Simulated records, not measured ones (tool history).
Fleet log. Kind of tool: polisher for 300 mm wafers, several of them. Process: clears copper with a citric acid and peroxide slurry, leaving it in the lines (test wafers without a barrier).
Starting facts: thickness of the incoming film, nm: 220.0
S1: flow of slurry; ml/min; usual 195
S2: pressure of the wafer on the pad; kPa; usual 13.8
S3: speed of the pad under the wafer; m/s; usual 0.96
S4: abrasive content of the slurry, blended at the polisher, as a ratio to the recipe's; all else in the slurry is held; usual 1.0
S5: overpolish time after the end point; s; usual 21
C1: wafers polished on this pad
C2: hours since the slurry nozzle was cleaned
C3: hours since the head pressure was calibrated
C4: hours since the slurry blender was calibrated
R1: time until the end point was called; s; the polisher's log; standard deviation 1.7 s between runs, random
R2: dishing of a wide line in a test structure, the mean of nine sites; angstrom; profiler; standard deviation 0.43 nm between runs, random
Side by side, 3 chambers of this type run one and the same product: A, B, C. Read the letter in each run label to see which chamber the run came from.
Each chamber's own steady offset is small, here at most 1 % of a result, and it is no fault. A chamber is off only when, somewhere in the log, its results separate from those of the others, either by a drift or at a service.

Run 1C, hour 8.3: usual settings; C1 619; C2 693.4; C3 674.6; C4 46.2. Result: R1 171.66 s, R2 195.07 angstrom.
Run 2B, hour 14.1: usual settings; C1 161; C2 310.3; C3 501.2; C4 17.1. Result: R1 167.05 s, R2 210.72 angstrom.
Run 3A, hour 21.6: usual settings; C1 217; C2 108.4; C3 553.1; C4 97.1. Result: R1 170.85 s, R2 198.83 angstrom.
Run 4A, hour 27.2: usual settings; C1 264; C2 114.0; C3 558.7; C4 102.7. Result: R1 169.38 s, R2 202.95 angstrom.
Run 5C, hour 32.5: usual settings; C1 820; C2 717.6; C3 698.8; C4 70.4. Result: R1 170.48 s, R2 198.46 angstrom.
Run 6B, hour 37.1: usual settings; C1 352; C2 333.3; C3 524.2; C4 40.1. Result: R1 167.89 s, R2 203.07 angstrom.
Run 7B, hour 43.4: usual settings; C1 404; C2 339.6; C3 530.5; C4 46.4. Result: R1 168.60 s, R2 195.74 angstrom.
At hour 45.3: chamber C: worn pad replaced by a new one.
Run 8C, hour 49.3: usual settings; C1 33; C2 734.4; C3 715.6; C4 87.2. Result: R1 173.50 s, R2 194.09 angstrom.
At hour 52.5: chamber A: head pressure recalibrated.
Run 9A, hour 54.9: usual settings; C1 494; C2 141.7; C3 2.4; C4 130.4. Result: R1 156.48 s, R2 211.89 angstrom.
Run 10A, hour 59.6: usual settings; C1 533; C2 146.4; C3 7.1; C4 135.1. Result: R1 151.63 s, R2 227.90 angstrom.
At hour 59.7: chamber C: slurry nozzle cleaned.
Run 11C, hour 68.9: usual settings; C1 196; C2 9.3; C3 735.2; C4 106.8. Result: R1 169.01 s, R2 200.85 angstrom.
At hour 75.8: chamber A: worn pad replaced by a new one.
Run 12B, hour 79.2: usual settings; C1 701; C2 375.4; C3 566.3; C4 82.2. Result: R1 168.34 s, R2 201.87 angstrom.
Run 13B, hour 84.8: usual settings but S4 0.7; C1 748; C2 381.0; C3 571.9; C4 87.8. Result: R1 183.98 s, R2 183.87 angstrom.
At hour 86.6: chamber B: worn pad replaced by a new one.
Run 14C, hour 92.9: usual settings but S4 0.7; C1 395; C2 33.3; C3 759.2; C4 130.8. Result: R1 181.94 s, R2 185.63 angstrom.
Run 15A, hour 99.1: usual settings but S4 0.7; C1 193; C2 185.9; C3 46.6; C4 174.6. Result: R1 165.58 s, R2 207.53 angstrom.
Run 16B, hour 107.7: usual settings; C1 175; C2 403.9; C3 594.8; C4 110.7. Result: R1 169.50 s, R2 207.08 angstrom.
Run 17C, hour 112.8: usual settings; C1 560; C2 53.2; C3 779.1; C4 150.7. Result: R1 171.61 s, R2 192.92 angstrom.
Run 18A, hour 120.1: usual settings; C1 368; C2 206.9; C3 67.6; C4 195.6. Result: R1 155.98 s, R2 209.15 angstrom.
Run 19B, hour 126.8: usual settings; C1 334; C2 423.0; C3 613.9; C4 129.8. Result: R1 169.36 s, R2 198.94 angstrom.
Run 20C, hour 135.5: usual settings but S2 17.2 kPa; C1 749; C2 75.9; C3 801.8; C4 173.4. Result: R1 134.71 s, R2 234.53 angstrom.
Run 21A, hour 143.1: usual settings but S2 17.2 kPa; C1 559; C2 229.9; C3 90.6; C4 218.6. Result: R1 123.03 s, R2 265.87 angstrom.
At hour 144.0: chamber C: worn pad replaced by a new one.
Run 22C, hour 151.6: usual settings but S2 17.2 kPa; C1 63; C2 92.0; C3 817.9; C4 189.5. Result: R1 137.12 s, R2 244.75 angstrom.

All 3 chambers run these settings next. Forecast each chamber's results:
Run 23A, hour 159.2: usual settings but S1 225 ml/min. Result: R1 ?, R2 ?.
Run 23B, hour 159.2: usual settings but S1 225 ml/min. Result: R1 ?, R2 ?.
Run 23C, hour 159.2: usual settings but S1 225 ml/min. Result: R1 ?, R2 ?.

run      R1      R2
23A  150.51  219.91
23B  165.22  204.41
23C  166.70  197.32
